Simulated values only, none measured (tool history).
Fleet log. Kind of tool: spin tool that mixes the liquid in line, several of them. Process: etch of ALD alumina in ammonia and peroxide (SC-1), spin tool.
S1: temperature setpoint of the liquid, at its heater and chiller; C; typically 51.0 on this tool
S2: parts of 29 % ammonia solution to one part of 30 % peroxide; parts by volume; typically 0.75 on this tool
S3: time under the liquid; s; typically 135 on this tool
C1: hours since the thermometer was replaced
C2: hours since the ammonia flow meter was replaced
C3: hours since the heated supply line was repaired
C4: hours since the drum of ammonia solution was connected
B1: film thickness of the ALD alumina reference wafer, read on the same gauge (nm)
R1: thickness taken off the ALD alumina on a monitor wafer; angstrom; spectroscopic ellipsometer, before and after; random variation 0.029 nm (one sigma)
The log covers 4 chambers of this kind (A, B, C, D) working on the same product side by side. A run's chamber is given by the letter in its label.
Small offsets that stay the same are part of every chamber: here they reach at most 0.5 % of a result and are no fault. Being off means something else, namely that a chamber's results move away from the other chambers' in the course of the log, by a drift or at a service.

run	day	S1	S2	S3	C1	C2	C3	C4	B1	R1
1B	0.675	51.0	0.75	135	1110.8	1655.1	460.0	110.9	50.004	66.865
2C	1.171	51.0	0.75	135	973.1	1426.2	449.3	393.3	49.956	66.304
3A	1.692	51.0	0.75	135	538.0	1325.0	987.2	382.3	49.988	67.102
4D	2.338	51.0	0.75	135	1645.5	574.7	574.6	150.2	50.020	66.609
5B	2.967	51.0	0.75	135	1165.8	1710.1	515.0	165.9	49.992	67.044
6A	3.625	51.0	0.75	135	584.4	1371.4	1033.6	428.7	49.980	67.065
7D	4.212	51.0	0.75	135	1690.5	619.7	619.6	195.2	50.029	66.762
8C	4.896	51.0	0.75	135	1062.5	1515.6	538.7	482.7	50.031	66.927
9A	5.504	51.0	0.75	135	629.5	1416.5	1078.7	473.8	49.983	66.628
10C	5.821	51.0	0.75	135	1084.7	1537.8	560.9	504.9	50.025	67.424
# day 5.846: chamber D: new drum of ammonia solution connected
11D	6.233	51.0	0.75	135	1739.0	668.2	668.1	9.4	49.966	66.564
12B	6.779	51.0	0.75	135	1257.3	1801.6	606.5	257.4	49.979	66.801
13A	7.275	51.0	0.75	135	672.0	1459.0	1121.2	516.3	50.008	66.927
14C	7.967	51.0	0.75	135	1136.2	1589.3	612.4	556.4	49.992	67.053
15D	8.508	51.0	0.75	135	1793.6	722.8	722.7	64.0	49.960	67.025
# day 8.512: chamber B: new drum of ammonia solution connected
16B	8.975	51.0	0.75	135	1310.0	1854.3	659.2	11.2	50.022	66.465
17A	9.575	51.0	0.35	135	727.2	1514.2	1176.4	571.5	49.969	61.629
18C	10.233	51.0	0.35	135	1190.6	1643.7	666.8	610.8	50.020	62.398
19B	10.888	51.0	0.35	135	1355.9	1900.2	705.1	57.1	50.003	62.209
20D	11.538	51.0	0.35	135	1866.3	795.5	795.4	136.7	50.015	61.985
# day 12.075: chamber B: ammonia flow meter replaced
21D	12.217	60.5	0.75	70	1882.6	811.8	811.7	153.0	49.948	56.885
22B	12.679	60.5	0.75	70	1398.9	14.6	748.1	100.1	49.996	57.939
23A	13.267	60.5	0.75	70	815.8	1602.8	1265.0	660.1	49.998	55.863
24C	13.700	60.5	0.75	70	1273.8	1726.9	750.0	694.0	49.969	56.456
25A	14.008	51.0	0.75	135	833.6	1620.6	1282.8	677.9	49.991	65.092
26B	14.396	51.0	0.75	135	1440.1	55.8	789.3	141.3	49.979	67.069
# day 14.429: chamber D: new drum of ammonia solution connected
27D	14.712	51.0	0.75	135	1942.5	871.7	871.6	6.9	49.994	67.420
28C	15.338	51.0	0.75	135	1313.1	1766.2	789.3	733.3	49.979	67.199
29C	15.996	51.0	0.75	135	1328.9	1782.0	805.1	749.1	49.986	66.431
30B	16.462	51.0	0.75	135	1489.7	105.4	838.9	190.9	50.006	67.194
31A	17.067	51.0	0.75	135	907.0	1694.0	1356.2	751.3	49.987	64.269
32D	17.579	51.0	0.75	135	2011.3	940.5	940.4	75.7	50.010	66.974
33A	17.938	51.0	0.75	135	927.9	1714.9	1377.1	772.2	50.010	64.387
34B	18.338	51.0	0.75	135	1534.7	150.4	883.9	235.9	49.956	66.663
35C	19.033	51.0	0.75	135	1401.8	1854.9	878.0	822.0	49.990	66.578
36D	19.500	51.0	0.75	135	2057.4	986.6	986.5	121.8	50.008	67.366
37D	19.925	51.0	0.75	135	2067.6	996.8	996.7	132.0	49.978	66.969

All chambers now run identical settings, listed one chamber a line with results as question marks. What results will each chamber show?
38A	20.425	45.5	0.75	135						?
38B	20.425	45.5	0.75	135						?
38C	20.425	45.5	0.75	135						?
38D	20.425	45.5	0.75	135						?

run	R1
38A	46.645
38B	48.815
38C	49.218
38D	49.749
